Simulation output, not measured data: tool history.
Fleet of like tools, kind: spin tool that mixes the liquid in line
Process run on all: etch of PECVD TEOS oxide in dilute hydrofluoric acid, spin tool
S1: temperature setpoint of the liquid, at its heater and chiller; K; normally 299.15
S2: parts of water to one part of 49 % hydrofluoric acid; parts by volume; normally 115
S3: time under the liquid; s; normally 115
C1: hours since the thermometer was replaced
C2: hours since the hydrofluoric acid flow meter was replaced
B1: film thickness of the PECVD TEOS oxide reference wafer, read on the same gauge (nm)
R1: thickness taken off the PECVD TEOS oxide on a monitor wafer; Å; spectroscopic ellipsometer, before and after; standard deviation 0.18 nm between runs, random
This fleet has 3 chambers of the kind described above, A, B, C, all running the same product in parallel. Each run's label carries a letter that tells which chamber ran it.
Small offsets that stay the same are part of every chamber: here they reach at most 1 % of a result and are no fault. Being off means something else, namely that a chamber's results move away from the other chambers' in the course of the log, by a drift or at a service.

run 1A hour=7.7 | S1=299.15 S2=115 S3=115 | C1=1681.8 C2=333.2 | B1=110.05 | R1=194.990
run 2C hour=21.4 | S1=299.15 S2=115 S3=115 | C1=657.3 C2=1801.5 | B1=109.99 | R1=195.800
run 3B hour=34.6 | S1=299.15 S2=115 S3=115 | C1=191.2 C2=1355.8 | B1=110.00 | R1=200.770
run 4A hour=41.8 | S1=299.15 S2=115 S3=115 | C1=1715.9 C2=367.3 | B1=110.02 | R1=199.950
run 5B hour=55.6 | S1=299.15 S2=115 S3=115 | C1=212.2 C2=1376.8 | B1=110.00 | R1=198.810
run 6C hour=64.7 | S1=299.15 S2=115 S3=115 | C1=700.6 C2=1844.8 | B1=109.99 | R1=198.060
run 7A hour=72.9 | S1=299.15 S2=115 S3=115 | C1=1747.0 C2=398.4 | B1=109.98 | R1=198.460
run 8B hour=88.9 | S1=299.15 S2=115 S3=115 | C1=245.5 C2=1410.1 | B1=110.00 | R1=195.090
-- hour=91.0 chamber C: thermometer replaced
run 9C hour=99.2 | S1=299.15 S2=115 S3=60 | C1=8.3 C2=1879.3 | B1=110.01 | R1=104.370
-- hour=113.1 chamber A: hydrofluoric acid flow meter replaced
run 10A hour=113.6 | S1=299.15 S2=115 S3=60 | C1=1787.7 C2=0.5 | B1=110.02 | R1=103.830
run 11B hour=124.6 | S1=299.15 S2=115 S3=60 | C1=281.2 C2=1445.8 | B1=109.99 | R1=104.550
run 12C hour=134.4 | S1=299.15 S2=115 S3=55 | C1=43.5 C2=1914.5 | B1=110.03 | R1=94.371
run 13A hour=147.5 | S1=299.15 S2=115 S3=55 | C1=1821.6 C2=34.4 | B1=110.01 | R1=94.065
run 14C hour=162.9 | S1=299.15 S2=115 S3=55 | C1=72.0 C2=1943.0 | B1=110.00 | R1=94.772
run 15B hour=175.9 | S1=299.15 S2=115 S3=115 | C1=332.5 C2=1497.1 | B1=109.98 | R1=198.970
run 16B hour=185.7 | S1=299.15 S2=115 S3=115 | C1=342.3 C2=1506.9 | B1=109.96 | R1=197.980
run 17A hour=193.3 | S1=299.15 S2=115 S3=115 | C1=1867.4 C2=80.2 | B1=110.00 | R1=199.490
run 18C hour=208.5 | S1=299.15 S2=115 S3=115 | C1=117.6 C2=1988.6 | B1=110.01 | R1=197.070
run 19B hour=221.9 | S1=299.15 S2=115 S3=115 | C1=378.5 C2=1543.1 | B1=110.01 | R1=200.830
run 20C hour=232.5 | S1=299.15 S2=115 S3=115 | C1=141.6 C2=2012.6 | B1=110.01 | R1=198.480
run 21A hour=242.9 | S1=299.15 S2=115 S3=115 | C1=1917.0 C2=129.8 | B1=109.99 | R1=198.560
-- hour=246.8 chamber C: hydrofluoric acid flow meter replaced
run 22A hour=258.2 | S1=299.15 S2=115 S3=115 | C1=1932.3 C2=145.1 | B1=110.03 | R1=199.110
run 23C hour=270.2 | S1=299.15 S2=115 S3=115 | C1=179.3 C2=23.4 | B1=110.00 | R1=201.590
run 24B hour=278.6 | S1=299.15 S2=60 S3=160 | C1=435.2 C2=1599.8 | B1=109.98 | R1=574.970
-- hour=285.7 chamber A: thermometer replaced
run 25A hour=287.4 | S1=299.15 S2=60 S3=160 | C1=1.7 C2=174.3 | B1=109.98 | R1=569.570
run 26B hour=299.2 | S1=299.15 S2=60 S3=160 | C1=455.8 C2=1620.4 | B1=110.02 | R1=583.610
run 27C hour=308.4 | S1=299.15 S2=95 S3=180 | C1=217.5 C2=61.6 | B1=110.00 | R1=386.080
run 28B hour=317.1 | S1=299.15 S2=95 S3=180 | C1=473.7 C2=1638.3 | B1=109.98 | R1=392.680
run 29C hour=327.4 | S1=299.15 S2=95 S3=180 | C1=236.5 C2=80.6 | B1=110.00 | R1=386.570
run 30A hour=334.7 | S1=299.15 S2=115 S3=115 | C1=49.0 C2=221.6 | B1=110.00 | R1=198.040
run 31A hour=350.0 | S1=299.15 S2=115 S3=115 | C1=64.3 C2=236.9 | B1=109.99 | R1=198.100
run 32B hour=358.8 | S1=295.65 S2=155 S3=115 | C1=515.4 C2=1680.0 | B1=109.99 | R1=122.980
run 33C hour=374.7 | S1=295.65 S2=155 S3=115 | C1=283.8 C2=127.9 | B1=109.98 | R1=122.270
run 34B hour=387.5 | S1=295.65 S2=155 S3=115 | C1=544.1 C2=1708.7 | B1=110.01 | R1=122.560
run 35C hour=397.1 | S1=299.15 S2=115 S3=115 | C1=306.2 C2=150.3 | B1=109.98 | R1=198.200
run 36A hour=409.6 | S1=299.15 S2=55 S3=115 | C1=123.9 C2=296.5 | B1=110.02 | R1=451.550

Is one chamber off against the others, does the gauge drift, or is nothing wrong? If a chamber is off, say which, and what the likeliest cause is.

Beyond each chamber's small constant offset nothing stands out, and the gauge stays steady.
